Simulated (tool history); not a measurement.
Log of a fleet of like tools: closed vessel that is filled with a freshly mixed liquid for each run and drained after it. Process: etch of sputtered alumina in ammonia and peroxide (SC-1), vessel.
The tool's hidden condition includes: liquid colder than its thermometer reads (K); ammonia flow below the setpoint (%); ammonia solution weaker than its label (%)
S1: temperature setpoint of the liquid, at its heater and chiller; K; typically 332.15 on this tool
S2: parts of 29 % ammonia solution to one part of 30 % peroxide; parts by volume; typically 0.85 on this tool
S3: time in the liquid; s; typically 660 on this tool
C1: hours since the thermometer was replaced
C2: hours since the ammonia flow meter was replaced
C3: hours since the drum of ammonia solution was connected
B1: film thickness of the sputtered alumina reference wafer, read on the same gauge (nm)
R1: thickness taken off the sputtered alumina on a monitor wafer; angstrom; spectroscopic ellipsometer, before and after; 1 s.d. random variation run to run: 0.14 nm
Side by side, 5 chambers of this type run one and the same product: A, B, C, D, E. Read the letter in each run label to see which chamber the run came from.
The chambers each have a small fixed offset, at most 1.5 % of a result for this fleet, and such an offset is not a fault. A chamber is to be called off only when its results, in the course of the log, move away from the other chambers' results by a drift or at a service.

Run 1E, hour 8.8: usual settings; C1 490.0; C2 1361.0; C3 73.6; B1 140.01. Result: R1 359.63 angstrom.
Run 2B, hour 15.5: usual settings; C1 2328.7; C2 407.2; C3 465.2; B1 139.99. Result: R1 365.29 angstrom.
Run 3D, hour 21.7: usual settings; C1 1512.4; C2 1134.9; C3 128.8; B1 139.97. Result: R1 366.24 angstrom.
Run 4A, hour 34.9: usual settings; C1 667.9; C2 841.2; C3 66.2; B1 140.00. Result: R1 366.61 angstrom.
Run 5C, hour 43.4: usual settings but S2 1.00 parts by volume; C1 2179.6; C2 1393.9; C3 716.1; B1 140.01. Result: R1 368.43 angstrom.
Run 6B, hour 54.0: usual settings but S2 1.00 parts by volume; C1 2367.2; C2 445.7; C3 503.7; B1 140.04. Result: R1 370.59 angstrom.
Run 7E, hour 65.0: usual settings but S2 1.00 parts by volume; C1 546.2; C2 1417.2; C3 129.8; B1 140.00. Result: R1 368.70 angstrom.
At hour 65.4: chamber D: ammonia flow meter replaced.
Run 8D, hour 71.4: usual settings but S2 1.00 parts by volume; C1 1562.1; C2 6.0; C3 178.5; B1 140.01. Result: R1 373.77 angstrom.
Run 9C, hour 82.7: usual settings but S2 1.00 parts by volume; C1 2218.9; C2 1433.2; C3 755.4; B1 140.01. Result: R1 369.34 angstrom.
Run 10A, hour 94.8: usual settings; C1 727.8; C2 901.1; C3 126.1; B1 140.02. Result: R1 364.63 angstrom.
Run 11B, hour 103.3: usual settings; C1 2416.5; C2 495.0; C3 553.0; B1 140.03. Result: R1 364.99 angstrom.
Run 12A, hour 114.8: usual settings; C1 747.8; C2 921.1; C3 146.1; B1 140.01. Result: R1 365.52 angstrom.
Run 13D, hour 123.7: usual settings; C1 1614.4; C2 58.3; C3 230.8; B1 140.00. Result: R1 366.52 angstrom.
Run 14E, hour 129.9: usual settings; C1 611.1; C2 1482.1; C3 194.7; B1 140.00. Result: R1 364.87 angstrom.
Run 15C, hour 136.9: usual settings; C1 2273.1; C2 1487.4; C3 809.6; B1 139.99. Result: R1 363.67 angstrom.
Run 16D, hour 145.6: usual settings; C1 1636.3; C2 80.2; C3 252.7; B1 140.02. Result: R1 365.84 angstrom.
Run 17A, hour 154.0: usual settings; C1 787.0; C2 960.3; C3 185.3; B1 139.95. Result: R1 362.64 angstrom.
Run 18C, hour 165.5: usual settings; C1 2301.7; C2 1516.0; C3 838.2; B1 139.96. Result: R1 362.12 angstrom.
At hour 171.9: chamber D: new drum of ammonia solution connected.
Run 19E, hour 174.9: usual settings; C1 656.1; C2 1527.1; C3 239.7; B1 139.97. Result: R1 360.77 angstrom.
Run 20B, hour 188.0: usual settings; C1 2501.2; C2 579.7; C3 637.7; B1 140.00. Result: R1 365.11 angstrom.
Run 21E, hour 201.1: usual settings; C1 682.3; C2 1553.3; C3 265.9; B1 139.99. Result: R1 364.93 angstrom.
Run 22A, hour 209.8: usual settings but S1 339.65 K, S2 1.15 parts by volume; C1 842.8; C2 1016.1; C3 241.1; B1 140.00. Result: R1 541.67 angstrom.
At hour 217.1: chamber C: thermometer replaced.
At hour 218.5: chamber C: ammonia flow meter replaced.
Run 23D, hour 219.8: usual settings but S1 339.65 K, S2 1.15 parts by volume; C1 1710.5; C2 154.4; C3 48.0; B1 140.01. Result: R1 550.59 angstrom.
Run 24B, hour 228.5: usual settings but S1 339.65 K, S2 1.15 parts by volume; C1 2541.7; C2 620.2; C3 678.2; B1 139.95. Result: R1 547.45 angstrom.
Run 25C, hour 238.2: usual settings but S1 339.65 K, S2 1.15 parts by volume; C1 21.1; C2 19.8; C3 910.9; B1 139.99. Result: R1 546.57 angstrom.
Run 26D, hour 245.1: usual settings but S1 339.65 K, S2 1.15 parts by volume; C1 1735.8; C2 179.7; C3 73.3; B1 140.03. Result: R1 548.39 angstrom.
Run 27E, hour 255.7: usual settings; C1 736.9; C2 1607.9; C3 320.5; B1 140.05. Result: R1 363.25 angstrom.
Run 28A, hour 261.7: usual settings; C1 894.7; C2 1068.0; C3 293.0; B1 139.99. Result: R1 356.14 angstrom.
Run 29C, hour 268.8: usual settings; C1 51.7; C2 50.4; C3 941.5; B1 140.03. Result: R1 361.64 angstrom.
Run 30B, hour 277.6: usual settings; C1 2590.8; C2 669.3; C3 727.3; B1 139.99. Result: R1 364.69 angstrom.
Run 31D, hour 287.6: usual settings; C1 1778.3; C2 222.2; C3 115.8; B1 139.96. Result: R1 367.04 angstrom.
Run 32E, hour 296.5: usual settings; C1 777.7; C2 1648.7; C3 361.3; B1 139.93. Result: R1 365.04 angstrom.
Run 33C, hour 302.3: usual settings; C1 85.2; C2 83.9; C3 975.0; B1 139.98. Result: R1 363.82 angstrom.
Run 34A, hour 308.6: usual settings; C1 941.6; C2 1114.9; C3 339.9; B1 139.98. Result: R1 352.81 angstrom.
Run 35B, hour 319.6: usual settings but S2 1.15 parts by volume, S3 935 s; C1 2632.8; C2 711.3; C3 769.3; B1 140.00. Result: R1 531.42 angstrom.
Run 36A, hour 332.2: usual settings but S2 1.15 parts by volume, S3 935 s; C1 965.2; C2 1138.5; C3 363.5; B1 139.94. Result: R1 510.54 angstrom.
Run 37E, hour 339.7: usual settings but S2 1.15 parts by volume, S3 935 s; C1 820.9; C2 1691.9; C3 404.5; B1 140.00. Result: R1 531.36 angstrom.
Run 38B, hour 352.2: usual settings but S2 1.15 parts by volume, S3 935 s; C1 2665.4; C2 743.9; C3 801.9; B1 139.97. Result: R1 533.45 angstrom.
Run 39D, hour 365.6: usual settings but S2 1.15 parts by volume, S3 935 s; C1 1856.3; C2 300.2; C3 193.8; B1 140.02. Result: R1 535.39 angstrom.
Run 40C, hour 372.4: usual settings; C1 155.3; C2 154.0; C3 1045.1; B1 140.00. Result: R1 362.59 angstrom.

Does one chamber stand apart from the rest, does the shared gauge drift, or is all well apart from small per-chamber offsets? Give the chamber and the most likely cause, where there is one.

One chamber, A, drifts off from the rest bit by bit.
Cause: liquid colder than its thermometer reads (K) = 0.872.

Below are 4 candidate recipes for chamber A's next run, each the usual settings with a change, their results shown as question marks. Which of them brings A's results back in line with what the other chambers give on the usual settings?
Maximum distance from the other chambers' mean on the usual settings for a result to count as in line: R1 4.70 angstrom
Run 41A-1, hour 382.0: usual settings but S2 0.55 parts by volume. Result: R1 ?.
Run 41A-2, hour 382.0: usual settings but S3 650 s. Result: R1 ?.
Run 41A-3, hour 382.0: usual settings but S3 690 s. Result: R1 ?.
Run 41A-4, hour 382.0: usual settings but S3 670 s. Result: R1 ?.

What the other chambers average on the usual settings: R1 364.24 angstrom
  run      R1
41A-1  334.08
41A-2  342.91
41A-3  364.02
41A-4  353.46
It is 41A-3 that realigns the chamber with its peers.
